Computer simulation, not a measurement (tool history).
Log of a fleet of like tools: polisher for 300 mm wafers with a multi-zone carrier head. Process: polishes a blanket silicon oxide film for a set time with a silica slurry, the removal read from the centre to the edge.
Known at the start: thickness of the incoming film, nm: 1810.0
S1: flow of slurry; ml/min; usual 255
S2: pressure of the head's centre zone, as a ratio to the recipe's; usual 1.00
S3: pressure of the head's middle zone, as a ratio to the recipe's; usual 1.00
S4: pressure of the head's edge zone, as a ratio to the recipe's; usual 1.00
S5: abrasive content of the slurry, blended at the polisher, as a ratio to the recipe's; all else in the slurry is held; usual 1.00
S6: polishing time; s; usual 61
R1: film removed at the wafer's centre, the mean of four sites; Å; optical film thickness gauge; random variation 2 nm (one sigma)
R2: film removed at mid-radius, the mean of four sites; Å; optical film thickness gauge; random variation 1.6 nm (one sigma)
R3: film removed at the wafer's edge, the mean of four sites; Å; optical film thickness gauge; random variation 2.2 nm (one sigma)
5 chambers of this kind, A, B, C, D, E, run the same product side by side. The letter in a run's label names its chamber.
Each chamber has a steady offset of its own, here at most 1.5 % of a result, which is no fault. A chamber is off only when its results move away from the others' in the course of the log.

run,hour,S1,S2,S3,S4,S5,S6,R1,R2,R3
1A,4.2,255,1.00,1.00,1.00,1.00,61,2125.3,2133.9,2125.1
2B,10.6,255,1.00,1.00,1.00,1.00,61,2102.3,2132.2,2114.6
3D,17.3,255,1.00,1.00,1.00,1.00,61,2079.6,2141.7,2118.8
4E,21.1,255,1.00,1.00,1.00,1.00,61,2106.9,2132.7,2130.2
5C,26.4,255,1.00,1.00,1.00,1.00,61,2164.9,2104.8,2125.9
# hour 29.4: chamber E: worn pad replaced by a new one
6C,30.5,255,1.00,1.00,1.00,1.00,61,2138.8,2097.4,2119.7
7B,35.7,255,1.00,0.96,1.11,1.00,61,2114.2,2057.0,2178.0
8D,40.2,255,1.00,0.96,1.11,1.00,61,2090.8,2037.0,2238.7
9E,46.6,255,1.00,0.96,1.11,1.00,61,2132.4,2038.6,2259.4
# hour 50.6: chamber D: worn pad replaced by a new one
10A,51.0,255,1.00,0.96,1.11,1.00,61,2102.9,2021.7,2270.8
11C,56.1,255,1.00,0.96,1.11,1.00,61,2146.3,2036.4,2268.6
# hour 57.2: chamber C: worn pad replaced by a new one
12D,59.1,255,1.00,1.00,1.00,1.00,61,2115.7,2130.0,2103.3
# hour 64.7: chamber B: worn pad replaced by a new one
13E,65.9,255,1.00,1.00,1.00,1.00,61,2138.2,2129.9,2132.3
14B,72.8,255,1.00,1.00,1.00,1.00,61,2115.3,2130.0,2074.1
# hour 74.1: chamber A: worn pad replaced by a new one
15A,76.1,255,1.00,1.00,1.00,1.00,61,2143.3,2134.9,2116.6
16C,81.9,255,1.00,1.00,1.00,1.00,61,2151.4,2093.1,2103.1
17D,86.0,335,1.00,1.00,1.10,1.00,61,2163.4,2175.2,2322.8
18E,92.3,335,1.00,1.00,1.10,1.00,61,2154.9,2189.1,2301.5
19B,96.7,335,1.00,1.00,1.10,1.00,61,2170.7,2163.9,2237.9
20A,99.9,335,1.00,1.00,1.10,1.00,61,2160.5,2189.0,2283.3
21D,105.7,335,1.00,1.00,1.10,1.00,61,2151.7,2197.7,2265.0
22E,112.3,255,1.00,1.00,1.00,1.00,61,2117.5,2127.7,2097.1
23B,115.3,255,1.00,1.00,1.00,1.00,61,2125.6,2109.5,2080.7
24A,119.7,255,0.92,1.07,1.00,1.00,61,1930.4,2252.5,2097.0
# hour 121.8: chamber B: edge zone pressure recalibrated
25C,123.4,255,0.92,1.07,1.00,1.00,61,1935.1,2246.7,2124.2
26B,129.9,255,0.92,1.07,1.00,1.00,61,1919.7,2254.4,2073.4
27C,133.7,255,0.92,1.07,1.00,1.00,61,1960.4,2219.3,2092.1
28D,137.7,255,0.92,1.07,1.00,1.00,61,1949.7,2310.7,2134.4
# hour 138.2: chamber C: centre zone pressure recalibrated
29A,144.1,255,1.00,1.00,1.00,1.00,61,2144.6,2143.1,2088.3
# hour 146.2: chamber E: worn pad replaced by a new one
30E,148.6,255,1.00,1.00,1.00,1.00,61,2115.2,2138.1,2108.6
31C,153.0,325,1.00,1.00,1.00,1.15,61,2148.5,2288.2,2284.9
# hour 153.5: chamber B: slurry nozzle cleaned
# hour 154.4: chamber B: worn pad replaced by a new one
32D,159.4,325,1.00,1.00,1.00,1.15,61,2283.7,2340.2,2292.5
33E,162.9,325,1.00,1.00,1.00,1.15,61,2353.6,2301.5,2317.2
# hour 167.3: chamber D: slurry nozzle cleaned
34A,169.1,325,1.00,1.00,1.00,1.15,61,2316.5,2316.9,2307.9
# hour 174.1: chamber C: worn pad replaced by a new one
35B,174.1,325,1.00,1.00,1.00,1.15,61,2342.0,2318.6,2219.2
# hour 175.1: chamber C: slurry nozzle cleaned
36B,180.1,255,1.00,1.00,1.00,1.00,61,2101.1,2121.9,2109.7
# hour 181.6: chamber A: worn pad replaced by a new one
37C,186.8,255,1.00,1.00,1.00,1.00,61,1968.8,2132.2,2095.7
38D,192.1,255,1.00,1.00,1.00,1.00,61,2107.8,2117.3,2135.3
39E,197.1,255,1.00,1.00,1.00,1.00,61,2107.8,2120.6,2155.7
40A,202.1,255,1.00,1.00,1.00,1.00,61,2110.1,2105.0,2124.4
41B,208.4,220,1.00,1.00,1.00,1.00,61,2073.0,2084.8,2065.1
42E,213.1,220,1.00,1.00,1.00,1.00,61,2051.8,2106.3,2120.3
43A,219.2,220,1.00,1.00,1.00,1.00,61,2093.2,2094.7,2115.3

Is one chamber off against the others, does the gauge drift, or is nothing wrong? If a chamber is off, say which, and what the likeliest cause is.

A service left chamber C off against the others.
Cause: centre zone's pressure below its setpoint, % = 7.5.

Here are 4 candidates for chamber C's next run, each the usual settings with a change, their results left as question marks. Which one brings its results back in line with what the others give on the usual settings?
In line means no further than this from the other chambers' mean on the usual settings: R1 70.0 Å; R2 55.0 Å; R3 78.0 Å
44C-1,224.1,260,1.06,1.00,0.98,1.00,62,?,?,?
44C-2,224.1,255,1.01,1.00,0.99,1.00,61,?,?,?
44C-3,224.1,250,0.94,1.00,1.02,1.00,60,?,?,?
44C-4,224.1,255,0.99,1.00,1.01,1.00,61,?,?,?

The other chambers' mean on the usual settings: R1 2115.9 Å; R2 2129.6 Å; R3 2118.6 Å
run,R1,R2,R3
44C-1,2125.1,2153.5,2134.3
44C-2,1979.3,2114.6,2107.4
44C-3,1795.8,2075.9,2101.6
44C-4,1936.7,2114.8,2129.3
44C-1 brings the chamber back in line.
